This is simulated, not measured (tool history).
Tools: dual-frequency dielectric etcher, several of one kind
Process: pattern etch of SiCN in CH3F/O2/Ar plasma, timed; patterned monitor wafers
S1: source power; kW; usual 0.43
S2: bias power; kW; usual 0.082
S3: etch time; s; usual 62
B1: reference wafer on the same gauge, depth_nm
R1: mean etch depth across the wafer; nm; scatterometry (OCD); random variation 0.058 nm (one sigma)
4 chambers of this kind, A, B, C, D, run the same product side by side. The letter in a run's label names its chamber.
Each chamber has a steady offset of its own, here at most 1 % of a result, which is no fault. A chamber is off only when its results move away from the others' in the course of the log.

run 1D hour=5.5 | S1=0.43 S2=0.082 S3=62 | B1=22.503 | R1=24.909
run 2A hour=10.2 | S1=0.43 S2=0.082 S3=62 | B1=22.519 | R1=24.984
run 3B hour=19.6 | S1=0.43 S2=0.082 S3=62 | B1=22.492 | R1=25.339
run 4C hour=25.7 | S1=0.43 S2=0.082 S3=62 | B1=22.5 | R1=25.263
run 5D hour=30.1 | S1=0.43 S2=0.082 S3=62 | B1=22.501 | R1=24.944
-- hour=35.9 chamber C: wet clean of the chamber
run 6C hour=36.8 | S1=0.43 S2=0.082 S3=62 | B1=22.504 | R1=25.142
run 7A hour=46 | S1=0.43 S2=0.082 S3=62 | B1=22.51 | R1=25.011
run 8B hour=51 | S1=0.43 S2=0.082 S3=62 | B1=22.489 | R1=25.204
run 9D hour=59.9 | S1=0.43 S2=0.082 S3=62 | B1=22.498 | R1=24.939
run 10C hour=65.1 | S1=0.43 S2=0.082 S3=62 | B1=22.509 | R1=25.229
run 11A hour=71.8 | S1=0.43 S2=0.082 S3=62 | B1=22.505 | R1=25.042
run 12B hour=80.8 | S1=0.43 S2=0.082 S3=62 | B1=22.498 | R1=25.316
run 13B hour=85.3 | S1=0.43 S2=0.082 S3=62 | B1=22.503 | R1=25.311
run 14C hour=92.1 | S1=0.43 S2=0.082 S3=62 | B1=22.497 | R1=25.264
run 15D hour=100.5 | S1=0.43 S2=0.065 S3=76.5 | B1=22.491 | R1=28.405
run 16A hour=110 | S1=0.43 S2=0.065 S3=76.5 | B1=22.504 | R1=28.581
run 17A hour=116.7 | S1=0.43 S2=0.065 S3=76.5 | B1=22.494 | R1=28.611
run 18B hour=124.7 | S1=0.43 S2=0.065 S3=76.5 | B1=22.498 | R1=28.626
run 19C hour=132.7 | S1=0.43 S2=0.082 S3=62 | B1=22.494 | R1=25.231
run 20D hour=139.3 | S1=0.43 S2=0.082 S3=62 | B1=22.481 | R1=24.985
run 21C hour=145.2 | S1=0.43 S2=0.082 S3=62 | B1=22.508 | R1=25.216
run 22B hour=152.3 | S1=0.43 S2=0.082 S3=48 | B1=22.497 | R1=19.496
run 23D hour=160.8 | S1=0.43 S2=0.082 S3=48 | B1=22.496 | R1=19.296
run 24A hour=168.4 | S1=0.43 S2=0.082 S3=48 | B1=22.507 | R1=19.621
run 25C hour=176.4 | S1=0.43 S2=0.082 S3=48 | B1=22.505 | R1=19.597
run 26D hour=184.9 | S1=0.43 S2=0.082 S3=62 | B1=22.49 | R1=24.91
run 27A hour=189.8 | S1=0.43 S2=0.082 S3=62 | B1=22.483 | R1=25.401
run 28B hour=197.2 | S1=0.43 S2=0.082 S3=62 | B1=22.5 | R1=25.326
run 29C hour=201.7 | S1=0.43 S2=0.082 S3=62 | B1=22.494 | R1=25.233
run 30A hour=207.9 | S1=0.43 S2=0.082 S3=62 | B1=22.516 | R1=25.56
run 31B hour=214.1 | S1=0.43 S2=0.082 S3=62 | B1=22.487 | R1=25.221
run 32D hour=220.2 | S1=0.43 S2=0.082 S3=51 | B1=22.505 | R1=20.495
run 33C hour=224.7 | S1=0.43 S2=0.082 S3=51 | B1=22.492 | R1=20.769
run 34B hour=231.6 | S1=0.43 S2=0.082 S3=51 | B1=22.503 | R1=20.739
run 35A hour=241.2 | S1=0.43 S2=0.082 S3=51 | B1=22.499 | R1=21.028
run 36D hour=248.6 | S1=0.52 S2=0.098 S3=62 | B1=22.484 | R1=28.6
run 37C hour=258.1 | S1=0.52 S2=0.098 S3=62 | B1=22.503 | R1=28.99
run 38A hour=265.9 | S1=0.52 S2=0.098 S3=62 | B1=22.494 | R1=29.452
run 39D hour=272.5 | S1=0.52 S2=0.098 S3=62 | B1=22.501 | R1=28.653

All 4 chambers run these settings next. Forecast each chamber's results:
run 40A hour=279.5 | S1=0.43 S2=0.064 S3=62 | R1=?
run 40B hour=279.5 | S1=0.43 S2=0.064 S3=62 | R1=?
run 40C hour=279.5 | S1=0.43 S2=0.064 S3=62 | R1=?
run 40D hour=279.5 | S1=0.43 S2=0.064 S3=62 | R1=?

run=40A R1=23.674
run=40B R1=23.179
run=40C R1=23.014
run=40D R1=22.831
